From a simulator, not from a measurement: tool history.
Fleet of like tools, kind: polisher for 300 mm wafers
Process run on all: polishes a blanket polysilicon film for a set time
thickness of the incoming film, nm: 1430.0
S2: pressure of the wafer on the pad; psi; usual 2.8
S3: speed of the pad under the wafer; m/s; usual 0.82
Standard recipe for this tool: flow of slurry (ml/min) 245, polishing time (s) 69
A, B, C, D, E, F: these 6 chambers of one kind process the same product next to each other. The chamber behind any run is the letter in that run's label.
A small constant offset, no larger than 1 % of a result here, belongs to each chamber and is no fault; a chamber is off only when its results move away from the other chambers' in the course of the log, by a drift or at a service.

run 1F hour=10.4 | flow_of_slurry_(ml/min)=245 S2=2.8 S3=0.82 polishing_time_(s)=69 | film_removed_(Å)=4959.0
-- hour=18.3 chamber B: head pressure recalibrated
-- hour=20.0 chamber C: worn pad replaced by a new one
run 2D hour=20.2 | flow_of_slurry_(ml/min)=245 S2=2.8 S3=0.82 polishing_time_(s)=69 | film_removed_(Å)=5057.9
-- hour=33.6 chamber B: worn pad replaced by a new one
run 3E hour=35.5 | flow_of_slurry_(ml/min)=245 S2=2.8 S3=0.82 polishing_time_(s)=69 | film_removed_(Å)=4920.2
run 4A hour=47.7 | flow_of_slurry_(ml/min)=245 S2=2.8 S3=0.82 polishing_time_(s)=69 | film_removed_(Å)=4893.3
-- hour=53.9 chamber F: worn pad replaced by a new one
run 5C hour=61.9 | flow_of_slurry_(ml/min)=245 S2=2.8 S3=0.82 polishing_time_(s)=69 | film_removed_(Å)=5039.6
-- hour=70.8 chamber C: head pressure recalibrated
run 6B hour=72.5 | flow_of_slurry_(ml/min)=245 S2=2.8 S3=0.82 polishing_time_(s)=69 | film_removed_(Å)=4964.6
-- hour=79.2 chamber D: worn pad replaced by a new one
-- hour=85.5 chamber E: slurry nozzle cleaned
run 7E hour=86.4 | flow_of_slurry_(ml/min)=245 S2=2.8 S3=0.82 polishing_time_(s)=69 | film_removed_(Å)=4913.1
-- hour=94.1 chamber E: worn pad replaced by a new one
run 8F hour=94.2 | flow_of_slurry_(ml/min)=245 S2=2.8 S3=0.82 polishing_time_(s)=69 | film_removed_(Å)=4866.6
run 9D hour=103.3 | flow_of_slurry_(ml/min)=245 S2=2.8 S3=0.82 polishing_time_(s)=69 | film_removed_(Å)=4963.6
run 10B hour=118.1 | flow_of_slurry_(ml/min)=245 S2=2.8 S3=0.64 polishing_time_(s)=58 | film_removed_(Å)=3247.1
-- hour=122.4 chamber C: worn pad replaced by a new one
-- hour=126.4 chamber F: head pressure recalibrated
run 11C hour=130.0 | flow_of_slurry_(ml/min)=245 S2=2.8 S3=0.64 polishing_time_(s)=58 | film_removed_(Å)=3274.5
run 12A hour=137.2 | flow_of_slurry_(ml/min)=245 S2=2.8 S3=0.64 polishing_time_(s)=58 | film_removed_(Å)=3283.4
-- hour=141.6 chamber A: worn pad replaced by a new one
run 13B hour=150.2 | flow_of_slurry_(ml/min)=245 S2=2.8 S3=0.64 polishing_time_(s)=58 | film_removed_(Å)=3197.9
run 14A hour=163.8 | flow_of_slurry_(ml/min)=245 S2=2.8 S3=0.64 polishing_time_(s)=58 | film_removed_(Å)=3212.5
-- hour=175.1 chamber F: worn pad replaced by a new one
run 15C hour=177.4 | flow_of_slurry_(ml/min)=245 S2=2.8 S3=0.64 polishing_time_(s)=58 | film_removed_(Å)=3262.3
-- hour=181.8 chamber F: slurry nozzle cleaned
run 16F hour=189.8 | flow_of_slurry_(ml/min)=280 S2=2.8 S3=0.72 polishing_time_(s)=69 | film_removed_(Å)=4400.1
-- hour=190.3 chamber A: head pressure recalibrated
-- hour=195.7 chamber B: worn pad replaced by a new one
run 17D hour=200.5 | flow_of_slurry_(ml/min)=280 S2=2.8 S3=0.72 polishing_time_(s)=69 | film_removed_(Å)=4457.2
-- hour=203.4 chamber D: worn pad replaced by a new one
run 18E hour=209.2 | flow_of_slurry_(ml/min)=280 S2=2.8 S3=0.72 polishing_time_(s)=69 | film_removed_(Å)=4387.6
-- hour=210.3 chamber C: worn pad replaced by a new one
run 19A hour=217.5 | flow_of_slurry_(ml/min)=280 S2=2.8 S3=0.72 polishing_time_(s)=69 | film_removed_(Å)=4289.2
run 20B hour=232.8 | flow_of_slurry_(ml/min)=280 S2=2.8 S3=0.72 polishing_time_(s)=69 | film_removed_(Å)=4455.2
run 21F hour=239.9 | flow_of_slurry_(ml/min)=280 S2=2.8 S3=0.72 polishing_time_(s)=69 | film_removed_(Å)=4510.5
run 22E hour=252.8 | flow_of_slurry_(ml/min)=245 S2=2.8 S3=0.82 polishing_time_(s)=69 | film_removed_(Å)=5048.8
run 23C hour=265.1 | flow_of_slurry_(ml/min)=245 S2=2.8 S3=0.82 polishing_time_(s)=69 | film_removed_(Å)=5009.8
run 24D hour=274.3 | flow_of_slurry_(ml/min)=245 S2=2.8 S3=0.82 polishing_time_(s)=69 | film_removed_(Å)=5124.0
-- hour=278.2 chamber D: head pressure recalibrated
run 25A hour=286.3 | flow_of_slurry_(ml/min)=200 S2=2.8 S3=0.82 polishing_time_(s)=69 | film_removed_(Å)=4816.9
-- hour=288.3 chamber E: worn pad replaced by a new one
-- hour=291.6 chamber F: worn pad replaced by a new one
-- hour=292.3 chamber C: worn pad replaced by a new one
run 26B hour=295.9 | flow_of_slurry_(ml/min)=200 S2=2.8 S3=0.82 polishing_time_(s)=69 | film_removed_(Å)=4823.4
run 27F hour=304.7 | flow_of_slurry_(ml/min)=200 S2=2.8 S3=0.82 polishing_time_(s)=69 | film_removed_(Å)=4817.2
run 28E hour=313.5 | flow_of_slurry_(ml/min)=200 S2=2.8 S3=0.82 polishing_time_(s)=69 | film_removed_(Å)=4922.3
-- hour=317.5 chamber D: worn pad replaced by a new one
run 29D hour=322.5 | flow_of_slurry_(ml/min)=200 S2=2.8 S3=0.82 polishing_time_(s)=69 | film_removed_(Å)=4853.8
run 30C hour=331.5 | flow_of_slurry_(ml/min)=200 S2=2.8 S3=0.82 polishing_time_(s)=69 | film_removed_(Å)=4829.3
run 31A hour=339.2 | flow_of_slurry_(ml/min)=245 S2=2.8 S3=0.82 polishing_time_(s)=69 | film_removed_(Å)=5032.6
-- hour=342.1 chamber C: slurry nozzle cleaned
run 32B hour=346.0 | flow_of_slurry_(ml/min)=245 S2=2.8 S3=0.82 polishing_time_(s)=69 | film_removed_(Å)=4942.7
run 33C hour=359.0 | flow_of_slurry_(ml/min)=245 S2=2.8 S3=0.82 polishing_time_(s)=69 | film_removed_(Å)=4831.0
run 34E hour=370.6 | flow_of_slurry_(ml/min)=245 S2=2.8 S3=0.82 polishing_time_(s)=69 | film_removed_(Å)=5052.1
run 35F hour=377.6 | flow_of_slurry_(ml/min)=245 S2=2.8 S3=0.82 polishing_time_(s)=69 | film_removed_(Å)=4953.4
run 36D hour=387.8 | flow_of_slurry_(ml/min)=245 S2=2.8 S3=0.82 polishing_time_(s)=69 | film_removed_(Å)=5105.8
-- hour=391.5 chamber B: worn pad replaced by a new one
run 37B hour=401.2 | flow_of_slurry_(ml/min)=245 S2=2.8 S3=0.82 polishing_time_(s)=69 | film_removed_(Å)=4784.3

Has any chamber moved away from the others, gradually or after a service, or does the common gauge drift, or do the chambers differ only by their own small steady offsets? State the chamber and the most likely cause if one applies.

The fleet is healthy, with each chamber sitting at its usual small offset and no drift in the gauge.

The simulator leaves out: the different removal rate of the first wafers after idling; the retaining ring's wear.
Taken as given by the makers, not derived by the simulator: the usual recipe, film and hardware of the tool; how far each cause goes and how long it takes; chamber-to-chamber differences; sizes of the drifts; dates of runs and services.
